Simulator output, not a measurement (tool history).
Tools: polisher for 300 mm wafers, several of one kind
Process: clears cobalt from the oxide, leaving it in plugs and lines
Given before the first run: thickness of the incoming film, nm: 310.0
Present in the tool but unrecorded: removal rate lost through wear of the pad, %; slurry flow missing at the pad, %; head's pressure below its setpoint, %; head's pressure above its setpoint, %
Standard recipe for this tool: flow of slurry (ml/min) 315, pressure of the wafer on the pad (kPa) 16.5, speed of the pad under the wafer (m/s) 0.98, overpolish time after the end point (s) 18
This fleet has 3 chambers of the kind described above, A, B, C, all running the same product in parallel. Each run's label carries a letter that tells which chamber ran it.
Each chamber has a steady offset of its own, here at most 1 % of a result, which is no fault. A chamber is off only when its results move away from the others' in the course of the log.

run	hour	flow of slurry (ml/min)	pressure of the wafer on the pad (kPa)	speed of the pad under the wafer (m/s)	overpolish time after the end point (s)	wafers polished on this pad	hours since the slurry nozzle was cleaned	hours since the head pressure was calibrated	time until the end point was called (s)	dishing of a wide line in a test structure (angstrom)
1B	7.4	315	16.5	0.98	18	117	642.1	1218.8	62.141	467.02
2A	15.3	315	16.5	0.98	18	553	508.1	776.6	61.898	459.13
3C	19.9	315	16.5	0.98	18	274	441.7	989.2	61.419	470.63
4A	24.1	315	16.5	0.98	18	614	516.9	785.4	60.120	480.22
5B	30.7	315	16.5	0.98	18	279	665.4	1242.1	61.550	485.83
6C	35.6	315	20.0	0.84	18	383	457.4	1004.9	59.851	473.27
# hour 38.1: chamber C: head pressure recalibrated
7A	42.8	315	20.0	0.84	18	744	535.6	804.1	57.852	472.93
8C	48.9	315	20.0	0.84	18	476	470.7	10.9	59.162	464.31
9B	55.2	315	19.3	0.98	21	450	689.9	1266.6	52.760	529.88
# hour 59.0: chamber C: worn pad replaced by a new one
10C	59.9	315	19.3	0.98	21	6	481.7	21.9	52.863	539.25
11B	66.8	315	19.3	0.98	21	531	701.5	1278.2	52.890	526.36
12A	71.2	315	16.5	0.98	18	942	564.0	832.5	59.867	460.19
# hour 75.0: chamber A: worn pad replaced by a new one
# hour 77.0: chamber A: head pressure recalibrated
13A	78.5	315	16.5	0.98	18	24	571.3	1.6	67.060	462.77
14B	85.2	315	16.5	0.98	18	659	719.9	1296.6	62.183	458.01
15C	93.0	315	16.5	0.98	18	237	514.8	55.0	61.296	473.28
# hour 94.0: chamber B: slurry nozzle cleaned
16C	100.1	315	16.5	0.98	14	286	521.9	62.1	61.507	414.58
17A	107.2	315	16.5	0.98	14	224	600.0	30.3	66.453	388.10
18B	111.5	315	16.5	0.98	14	842	17.6	1322.9	61.945	396.13
19A	116.6	315	16.5	1.28	18	290	609.4	39.7	50.790	503.17
# hour 119.1: chamber A: slurry nozzle cleaned
20B	125.1	315	16.5	1.28	18	937	31.2	1336.5	47.522	536.96
# hour 129.1: chamber B: head pressure recalibrated
21C	130.8	315	16.5	1.28	18	500	552.6	92.8	46.577	507.25
# hour 137.1: chamber C: worn pad replaced by a new one
22C	139.1	315	16.5	0.98	18	14	560.9	101.1	61.429	462.81
23A	145.5	315	16.5	0.98	18	491	26.4	68.6	66.635	449.36
24B	154.2	315	16.5	0.98	18	1139	60.3	25.2	59.520	484.70
25A	163.0	315	16.5	0.98	18	613	43.9	86.1	65.560	449.27
26B	170.7	315	16.5	0.98	18	1254	76.8	41.7	60.549	459.19
27C	174.9	315	16.5	0.98	10	263	596.7	136.9	60.131	335.50

All chambers now run identical settings, listed one chamber a line with results as question marks. What results will each chamber show?
28A	181.7	315	16.5	1.22	18				?	?
28B	181.7	315	16.5	1.22	18				?	?
28C	181.7	315	16.5	1.22	18				?	?

run	time until the end point was called (s)	dishing of a wide line in a test structure (angstrom)
28A	53.399	478.96
28B	49.359	501.05
28C	48.973	505.35
